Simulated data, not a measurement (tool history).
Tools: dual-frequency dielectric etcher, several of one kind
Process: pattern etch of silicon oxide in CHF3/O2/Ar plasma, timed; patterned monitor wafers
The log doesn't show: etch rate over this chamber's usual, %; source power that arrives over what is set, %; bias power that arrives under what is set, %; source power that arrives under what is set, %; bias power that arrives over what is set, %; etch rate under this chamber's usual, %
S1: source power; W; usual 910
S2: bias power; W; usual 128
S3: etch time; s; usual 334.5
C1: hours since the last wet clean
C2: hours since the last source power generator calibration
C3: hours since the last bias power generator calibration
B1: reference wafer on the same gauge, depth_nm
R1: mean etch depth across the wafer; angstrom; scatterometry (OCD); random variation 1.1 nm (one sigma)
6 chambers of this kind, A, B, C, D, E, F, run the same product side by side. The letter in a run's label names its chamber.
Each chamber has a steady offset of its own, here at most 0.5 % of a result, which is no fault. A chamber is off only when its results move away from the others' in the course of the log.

run 1B hour=5.4 | S1=910 S2=128 S3=334.5 | C1=307.4 C2=3448.0 C3=2090.1 | B1=623.99 | R1=6953.1
run 2C hour=12.0 | S1=910 S2=128 S3=334.5 | C1=208.8 C2=1909.9 C3=3103.9 | B1=624.18 | R1=6969.8
run 3A hour=21.5 | S1=910 S2=128 S3=334.5 | C1=214.0 C2=137.8 C3=2750.5 | B1=624.18 | R1=6995.4
run 4D hour=32.5 | S1=910 S2=128 S3=334.5 | C1=247.1 C2=3671.8 C3=2961.7 | B1=624.36 | R1=7013.8
run 5F hour=38.1 | S1=910 S2=128 S3=334.5 | C1=140.0 C2=154.5 C3=518.6 | B1=624.57 | R1=6958.0
run 6E hour=48.9 | S1=910 S2=156 S3=334.5 | C1=94.7 C2=1559.3 C3=71.3 | B1=624.54 | R1=7428.8
run 7A hour=59.2 | S1=910 S2=156 S3=334.5 | C1=251.7 C2=175.5 C3=2788.2 | B1=624.83 | R1=7439.2
run 8C hour=68.8 | S1=910 S2=156 S3=334.5 | C1=265.6 C2=1966.7 C3=3160.7 | B1=624.73 | R1=7412.2
run 9B hour=79.6 | S1=910 S2=156 S3=334.5 | C1=381.6 C2=3522.2 C3=2164.3 | B1=624.86 | R1=7433.5
run 10D hour=89.7 | S1=910 S2=156 S3=334.5 | C1=304.3 C2=3729.0 C3=3018.9 | B1=625.09 | R1=7445.6
run 11E hour=95.6 | S1=910 S2=156 S3=334.5 | C1=141.4 C2=1606.0 C3=118.0 | B1=624.90 | R1=7428.8
-- hour=96.7 chamber D: source power generator calibrated
run 12F hour=101.7 | S1=910 S2=128 S3=334.5 | C1=203.6 C2=218.1 C3=582.2 | B1=625.48 | R1=6947.0
run 13F hour=111.7 | S1=910 S2=128 S3=334.5 | C1=213.6 C2=228.1 C3=592.2 | B1=625.13 | R1=6958.7
run 14D hour=118.3 | S1=910 S2=128 S3=334.5 | C1=332.9 C2=21.7 C3=3047.5 | B1=625.33 | R1=6999.1
run 15A hour=125.2 | S1=910 S2=128 S3=334.5 | C1=317.7 C2=241.5 C3=2854.2 | B1=625.45 | R1=6992.4
run 16C hour=135.4 | S1=910 S2=128 S3=334.5 | C1=332.2 C2=2033.3 C3=3227.3 | B1=625.51 | R1=6976.9
run 17B hour=145.3 | S1=910 S2=128 S3=334.5 | C1=447.3 C2=3587.9 C3=2230.0 | B1=625.49 | R1=6992.7
-- hour=148.3 chamber C: source power generator calibrated
run 18E hour=152.7 | S1=910 S2=128 S3=334.5 | C1=198.5 C2=1663.1 C3=175.1 | B1=625.48 | R1=7000.9
-- hour=155.1 chamber A: bias power generator calibrated
run 19B hour=158.6 | S1=910 S2=128 S3=334.5 | C1=460.6 C2=3601.2 C3=2243.3 | B1=625.74 | R1=6995.8
run 20D hour=168.7 | S1=910 S2=147 S3=334.5 | C1=383.3 C2=72.1 C3=3097.9 | B1=625.50 | R1=7320.6
run 21E hour=174.9 | S1=910 S2=147 S3=334.5 | C1=220.7 C2=1685.3 C3=197.3 | B1=625.87 | R1=7296.2
run 22C hour=183.8 | S1=910 S2=147 S3=334.5 | C1=380.6 C2=35.6 C3=3275.7 | B1=626.12 | R1=7287.5
run 23F hour=190.4 | S1=910 S2=147 S3=334.5 | C1=292.3 C2=306.8 C3=670.9 | B1=625.97 | R1=7277.9
run 24A hour=195.8 | S1=910 S2=147 S3=334.5 | C1=388.3 C2=312.1 C3=40.7 | B1=626.30 | R1=7319.3
-- hour=195.9 chamber A: wet clean of the chamber
run 25F hour=203.6 | S1=910 S2=147 S3=334.5 | C1=305.5 C2=320.0 C3=684.1 | B1=626.10 | R1=7295.4
run 26E hour=209.1 | S1=910 S2=128 S3=334.5 | C1=254.9 C2=1719.5 C3=231.5 | B1=626.22 | R1=6994.6
run 27C hour=216.0 | S1=910 S2=128 S3=334.5 | C1=412.8 C2=67.8 C3=3307.9 | B1=626.33 | R1=6988.2
run 28A hour=221.1 | S1=910 S2=128 S3=334.5 | C1=25.3 C2=337.4 C3=66.0 | B1=626.50 | R1=7020.6
run 29D hour=230.8 | S1=910 S2=128 S3=334.5 | C1=445.4 C2=134.2 C3=3160.0 | B1=626.41 | R1=7008.5
run 30B hour=240.9 | S1=910 S2=144 S3=253.0 | C1=542.9 C2=3683.5 C3=2325.6 | B1=626.81 | R1=5472.8
run 31E hour=250.5 | S1=910 S2=144 S3=253.0 | C1=296.3 C2=1760.9 C3=272.9 | B1=626.83 | R1=5480.9
run 32C hour=258.4 | S1=910 S2=144 S3=253.0 | C1=455.2 C2=110.2 C3=3350.3 | B1=626.61 | R1=5487.6
run 33F hour=267.8 | S1=910 S2=144 S3=253.0 | C1=369.7 C2=384.2 C3=748.3 | B1=627.02 | R1=5487.6
run 34A hour=275.3 | S1=910 S2=144 S3=253.0 | C1=79.5 C2=391.6 C3=120.2 | B1=627.11 | R1=5506.5
run 35D hour=283.2 | S1=910 S2=144 S3=253.0 | C1=497.8 C2=186.6 C3=3212.4 | B1=627.00 | R1=5509.0
-- hour=289.0 chamber B: wet clean of the chamber
run 36B hour=291.2 | S1=910 S2=128 S3=334.5 | C1=2.2 C2=3733.8 C3=2375.9 | B1=627.06 | R1=7008.9
run 37F hour=300.6 | S1=910 S2=128 S3=334.5 | C1=402.5 C2=417.0 C3=781.1 | B1=627.17 | R1=7003.1
run 38C hour=308.8 | S1=910 S2=110 S3=425.0 | C1=505.6 C2=160.6 C3=3400.7 | B1=627.42 | R1=8500.8
run 39E hour=314.3 | S1=910 S2=110 S3=425.0 | C1=360.1 C2=1824.7 C3=336.7 | B1=627.30 | R1=8524.3
run 40A hour=320.8 | S1=910 S2=110 S3=425.0 | C1=125.0 C2=437.1 C3=165.7 | B1=627.39 | R1=8558.9
run 41B hour=329.9 | S1=910 S2=110 S3=425.0 | C1=40.9 C2=3772.5 C3=2414.6 | B1=627.68 | R1=8511.1
-- hour=332.7 chamber D: wet clean of the chamber
run 42D hour=338.6 | S1=910 S2=110 S3=425.0 | C1=6.0 C2=242.0 C3=3267.8 | B1=627.50 | R1=8520.7
run 43E hour=346.6 | S1=910 S2=110 S3=425.0 | C1=392.4 C2=1857.0 C3=369.0 | B1=627.78 | R1=8519.9

All 6 chambers run these settings next. Forecast each chamber's results:
run 44A hour=354.5 | S1=910 S2=128 S3=334.5 | R1=?
run 44B hour=354.5 | S1=910 S2=128 S3=334.5 | R1=?
run 44C hour=354.5 | S1=910 S2=128 S3=334.5 | R1=?
run 44D hour=354.5 | S1=910 S2=128 S3=334.5 | R1=?
run 44E hour=354.5 | S1=910 S2=128 S3=334.5 | R1=?
run 44F hour=354.5 | S1=910 S2=128 S3=334.5 | R1=?

run=44A R1=7034.8
run=44B R1=7004.5
run=44C R1=6997.1
run=44D R1=7030.8
run=44E R1=7009.9
run=44F R1=6995.7
